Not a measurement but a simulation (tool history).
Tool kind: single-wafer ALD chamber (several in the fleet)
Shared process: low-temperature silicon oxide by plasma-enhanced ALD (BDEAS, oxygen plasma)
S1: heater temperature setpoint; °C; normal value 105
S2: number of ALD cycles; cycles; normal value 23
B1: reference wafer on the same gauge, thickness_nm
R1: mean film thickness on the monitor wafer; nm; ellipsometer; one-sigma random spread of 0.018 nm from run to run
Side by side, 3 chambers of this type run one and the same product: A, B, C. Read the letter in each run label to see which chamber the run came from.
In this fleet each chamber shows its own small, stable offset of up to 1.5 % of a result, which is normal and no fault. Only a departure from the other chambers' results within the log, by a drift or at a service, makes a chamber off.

run   hour   S1  S2      B1      R1
 1A    7.9  105  23  3.2485  3.2782
 2C   18.4  105  23  3.2462  3.2897
 3B   26.5  105  23   3.248   3.278
 4A   36.2  105  23  3.2468  3.2368
 5B   45.9  105  23  3.2478  3.2629
 6C   54.4  105  23  3.2534  3.3176
 7A   63.6  105  23  3.2437  3.2853
 8C     69  105  23   3.249  3.2946
 9B   76.2  105  23  3.2498  3.2186
10C   86.3  105  23  3.2513  3.3032
11A   93.3  105  23  3.2531  3.2377
12B    103  105  23   3.249  3.2563
13A  110.2  105  23  3.2502  3.2452
14B  120.3  105  23   3.251  3.2252
15C  128.5  105  23  3.2535  3.2793
16C    138  105  23  3.2512  3.3066
17B  143.9  105  23  3.2504   3.239
18A  149.9  118  23  3.2498  3.1655
19C    160  118  23   3.246  3.1889
20A  169.5  118  23  3.2518  3.1808
21B  176.3  105  23  3.2494  3.2519
22C  181.7  105  23  3.2497  3.2691
23B  187.4  105  23  3.2493  3.2648
24A    197  105  23  3.2506  3.2346
25C  202.8  105  23   3.252  3.3166
     204.3  -- chamber A: thermocouple changed; heater temperature recalibrated
26B  213.1  105  23  3.2518   3.275
27A  223.1  105  23  3.2534  3.2465
28C  229.1   93  25   3.247  3.6944
29A    235   93  25  3.2536  3.6935
30B  241.5   93  25  3.2493  3.6599

Decide between three cases: one chamber stands off from its peers, the gauge reading all wafers drifts, or nothing is wrong past each chamber's small offset. Where a chamber is off, say which and what most likely put it there.

Neither any chamber nor the gauge drifts; the chambers differ only by their own small, steady offsets.
